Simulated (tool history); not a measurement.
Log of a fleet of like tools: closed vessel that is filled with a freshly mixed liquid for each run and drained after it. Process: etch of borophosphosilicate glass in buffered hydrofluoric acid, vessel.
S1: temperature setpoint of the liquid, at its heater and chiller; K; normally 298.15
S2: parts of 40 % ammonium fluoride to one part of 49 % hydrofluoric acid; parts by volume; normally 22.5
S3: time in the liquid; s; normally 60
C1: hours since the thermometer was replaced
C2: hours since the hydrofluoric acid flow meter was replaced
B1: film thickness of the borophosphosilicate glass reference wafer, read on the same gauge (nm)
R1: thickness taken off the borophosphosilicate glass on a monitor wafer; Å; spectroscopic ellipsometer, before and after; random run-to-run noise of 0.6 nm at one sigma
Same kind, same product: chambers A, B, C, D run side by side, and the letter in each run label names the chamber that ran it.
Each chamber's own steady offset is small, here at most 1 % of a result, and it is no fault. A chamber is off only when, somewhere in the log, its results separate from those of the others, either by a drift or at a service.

Run 1D, day 0.375: usual settings; C1 1242.2; C2 1055.3; B1 150.06. Result: R1 655.03 Å.
Run 2C, day 0.917: usual settings; C1 2111.1; C2 244.6; B1 150.01. Result: R1 649.20 Å.
Run 3B, day 1.450: usual settings; C1 330.0; C2 1071.8; B1 150.01. Result: R1 658.13 Å.
Run 4A, day 1.762: usual settings; C1 1363.4; C2 968.7; B1 150.01. Result: R1 652.77 Å.
At day 2.283: chamber C: thermometer replaced.
Run 5B, day 2.362: usual settings; C1 351.9; C2 1093.7; B1 149.96. Result: R1 657.74 Å.
Run 6D, day 2.808: usual settings; C1 1300.6; C2 1113.7; B1 150.01. Result: R1 648.35 Å.
Run 7A, day 3.362: usual settings; C1 1401.8; C2 1007.1; B1 149.99. Result: R1 663.81 Å.
Run 8C, day 3.821: usual settings; C1 37.0; C2 314.3; B1 150.00. Result: R1 648.96 Å.
Run 9D, day 4.383: usual settings; C1 1338.4; C2 1151.5; B1 149.97. Result: R1 649.69 Å.
Run 10B, day 4.767: usual settings; C1 409.6; C2 1151.4; B1 149.98. Result: R1 653.95 Å.
Run 11A, day 5.283: usual settings but S2 28.5 parts by volume; C1 1447.9; C2 1053.2; B1 150.02. Result: R1 563.28 Å.
Run 12C, day 5.871: usual settings but S2 28.5 parts by volume; C1 86.2; C2 363.5; B1 150.01. Result: R1 549.42 Å.
At day 6.192: chamber B: hydrofluoric acid flow meter replaced.
Run 13A, day 6.304: usual settings but S2 28.5 parts by volume; C1 1472.4; C2 1077.7; B1 150.01. Result: R1 566.51 Å.
Run 14D, day 6.888: usual settings but S2 28.5 parts by volume; C1 1398.5; C2 1211.6; B1 149.99. Result: R1 543.69 Å.
Run 15C, day 7.442: usual settings; C1 123.9; C2 401.2; B1 149.96. Result: R1 643.83 Å.
Run 16B, day 7.888: usual settings; C1 484.5; C2 40.7; B1 149.98. Result: R1 654.37 Å.
Run 17B, day 8.425: usual settings; C1 497.4; C2 53.6; B1 150.01. Result: R1 651.94 Å.
Run 18C, day 8.967: usual settings but S1 294.15 K, S2 28.5 parts by volume; C1 160.5; C2 437.8; B1 149.98. Result: R1 438.08 Å.
Run 19D, day 9.383: usual settings but S1 294.15 K, S2 28.5 parts by volume; C1 1458.4; C2 1271.5; B1 150.00. Result: R1 442.41 Å.
Run 20A, day 9.862: usual settings but S1 294.15 K, S2 28.5 parts by volume; C1 1557.8; C2 1163.1; B1 150.03. Result: R1 456.46 Å.
Run 21A, day 10.258: usual settings but S1 294.15 K, S2 28.5 parts by volume; C1 1567.3; C2 1172.6; B1 150.03. Result: R1 463.06 Å.
Run 22B, day 10.838: usual settings; C1 555.3; C2 111.5; B1 149.99. Result: R1 657.36 Å.
Run 23D, day 11.192: usual settings; C1 1501.8; C2 1314.9; B1 150.00. Result: R1 654.22 Å.
Run 24C, day 11.550: usual settings but S1 296.15 K, S3 35 s; C1 222.5; C2 499.8; B1 149.97. Result: R1 341.02 Å.
Run 25D, day 11.846: usual settings but S1 296.15 K, S3 35 s; C1 1517.5; C2 1330.6; B1 149.99. Result: R1 344.99 Å.
Run 26C, day 12.383: usual settings but S1 296.15 K, S3 35 s; C1 242.5; C2 519.8; B1 149.98. Result: R1 337.74 Å.
Run 27B, day 12.750: usual settings but S1 296.15 K, S3 35 s; C1 601.2; C2 157.4; B1 150.04. Result: R1 338.48 Å.
Run 28A, day 13.054: usual settings; C1 1634.4; C2 1239.7; B1 150.03. Result: R1 691.75 Å.

Next, every chamber runs the same settings. What will each give?
Run 29A, day 13.504: usual settings but S1 301.15 K. Result: R1 ?.
Run 29B, day 13.504: usual settings but S1 301.15 K. Result: R1 ?.
Run 29C, day 13.504: usual settings but S1 301.15 K. Result: R1 ?.
Run 29D, day 13.504: usual settings but S1 301.15 K. Result: R1 ?.

run      R1
29A  803.24
29B  756.50
29C  752.27
29D  755.52
